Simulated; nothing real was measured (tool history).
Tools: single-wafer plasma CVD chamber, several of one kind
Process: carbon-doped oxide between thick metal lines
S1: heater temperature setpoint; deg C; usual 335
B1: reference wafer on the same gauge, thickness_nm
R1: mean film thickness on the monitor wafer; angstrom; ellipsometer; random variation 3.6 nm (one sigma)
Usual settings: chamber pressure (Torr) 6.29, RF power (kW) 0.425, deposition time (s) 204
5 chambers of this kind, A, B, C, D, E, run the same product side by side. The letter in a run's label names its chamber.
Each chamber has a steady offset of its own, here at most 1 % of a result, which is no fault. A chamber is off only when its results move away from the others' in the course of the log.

Run 1C, day 0.492: usual settings; B1 926.36. Result: R1 9772.7 angstrom.
Run 2A, day 0.975: usual settings; B1 925.82. Result: R1 9782.6 angstrom.
At day 1.217: chamber B: RF generator calibrated.
Run 3B, day 1.362: usual settings; B1 925.32. Result: R1 9924.6 angstrom.
Run 4E, day 1.871: usual settings; B1 926.81. Result: R1 9884.1 angstrom.
Run 5D, day 2.158: usual settings but RF power (kW) 0.47, deposition time (s) 222; B1 927.04. Result: R1 11615 angstrom.
Run 6C, day 2.542: usual settings but RF power (kW) 0.47, deposition time (s) 222; B1 925.84. Result: R1 11467 angstrom.
Run 7E, day 2.912: usual settings but RF power (kW) 0.47, deposition time (s) 222; B1 926.16. Result: R1 11618 angstrom.
Run 8B, day 3.425: usual settings but RF power (kW) 0.47, deposition time (s) 222; B1 926.6. Result: R1 11455 angstrom.
At day 3.446: chamber D: capacitance manometer re-zeroed and calibrated.
Run 9A, day 3.771: usual settings but RF power (kW) 0.47, deposition time (s) 222; B1 926.51. Result: R1 11455 angstrom.
Run 10D, day 4.108: usual settings; B1 926.15. Result: R1 9970.9 angstrom.
Run 11D, day 4.383: usual settings; B1 925.81. Result: R1 9949.5 angstrom.
Run 12A, day 4.975: usual settings; B1 926.19. Result: R1 9771.1 angstrom.
Run 13B, day 5.492: usual settings but S1 328 deg C, deposition time (s) 186; B1 926.4. Result: R1 9122.3 angstrom.
Run 14E, day 6.017: usual settings but S1 328 deg C, deposition time (s) 186; B1 925.93. Result: R1 9185.5 angstrom.
At day 6.058: chamber D: thermocouple changed; heater temperature recalibrated.
Run 15C, day 6.3: usual settings but S1 328 deg C, deposition time (s) 186; B1 926.05. Result: R1 9169.7 angstrom.
Run 16E, day 6.688: usual settings but S1 328 deg C, deposition time (s) 186; B1 926.05. Result: R1 9224.2 angstrom.
Run 17A, day 7.062: usual settings but S1 328 deg C, deposition time (s) 186; B1 926.64. Result: R1 9137.7 angstrom.
Run 18B, day 7.412: usual settings; B1 926.51. Result: R1 9818.9 angstrom.
Run 19D, day 7.833: usual settings; B1 927.14. Result: R1 9788 angstrom.
Run 20C, day 8.325: usual settings; B1 925.98. Result: R1 9828.3 angstrom.
Run 21E, day 8.742: usual settings; B1 925.49. Result: R1 9922.3 angstrom.
Run 22D, day 9.129: usual settings; B1 925.96. Result: R1 9797.5 angstrom.
Run 23A, day 9.512: usual settings but deposition time (s) 172; B1 926.71. Result: R1 8231 angstrom.
Run 24C, day 10.1: usual settings but deposition time (s) 172; B1 926.09. Result: R1 8332 angstrom.
Run 25B, day 10.425: usual settings but deposition time (s) 172; B1 925.93. Result: R1 8350.1 angstrom.
Run 26C, day 10.917: usual settings but deposition time (s) 172; B1 926.39. Result: R1 8334.2 angstrom.
Run 27B, day 11.308: usual settings but deposition time (s) 172; B1 926.1. Result: R1 8298.9 angstrom.
Run 28A, day 11.675: usual settings; B1 926.08. Result: R1 9832.5 angstrom.
Run 29E, day 11.95: usual settings; B1 925.83. Result: R1 9869.6 angstrom.
Run 30D, day 12.246: usual settings but chamber pressure (Torr) 5.43, RF power (kW) 0.48; B1 927.14. Result: R1 10261 angstrom.
Run 31E, day 12.717: usual settings but chamber pressure (Torr) 5.43, RF power (kW) 0.48; B1 926.24. Result: R1 10629 angstrom.
Run 32C, day 12.979: usual settings but chamber pressure (Torr) 5.43, RF power (kW) 0.48; B1 925.96. Result: R1 10517 angstrom.
Run 33B, day 13.329: usual settings but chamber pressure (Torr) 5.43, RF power (kW) 0.48; B1 925.55. Result: R1 10501 angstrom.
Run 34D, day 13.792: usual settings but chamber pressure (Torr) 5.43, RF power (kW) 0.48; B1 926.59. Result: R1 10210 angstrom.

Next, every chamber runs the same settings. What will each give?
Run 35A, day 14.221: usual settings but RF power (kW) 0.49. Result: R1 ?.
Run 35B, day 14.221: usual settings but RF power (kW) 0.49. Result: R1 ?.
Run 35C, day 14.221: usual settings but RF power (kW) 0.49. Result: R1 ?.
Run 35D, day 14.221: usual settings but RF power (kW) 0.49. Result: R1 ?.
Run 35E, day 14.221: usual settings but RF power (kW) 0.49. Result: R1 ?.

run     R1
35A  10789
35B  10867
35C  10804
35D  10516
35E  10993

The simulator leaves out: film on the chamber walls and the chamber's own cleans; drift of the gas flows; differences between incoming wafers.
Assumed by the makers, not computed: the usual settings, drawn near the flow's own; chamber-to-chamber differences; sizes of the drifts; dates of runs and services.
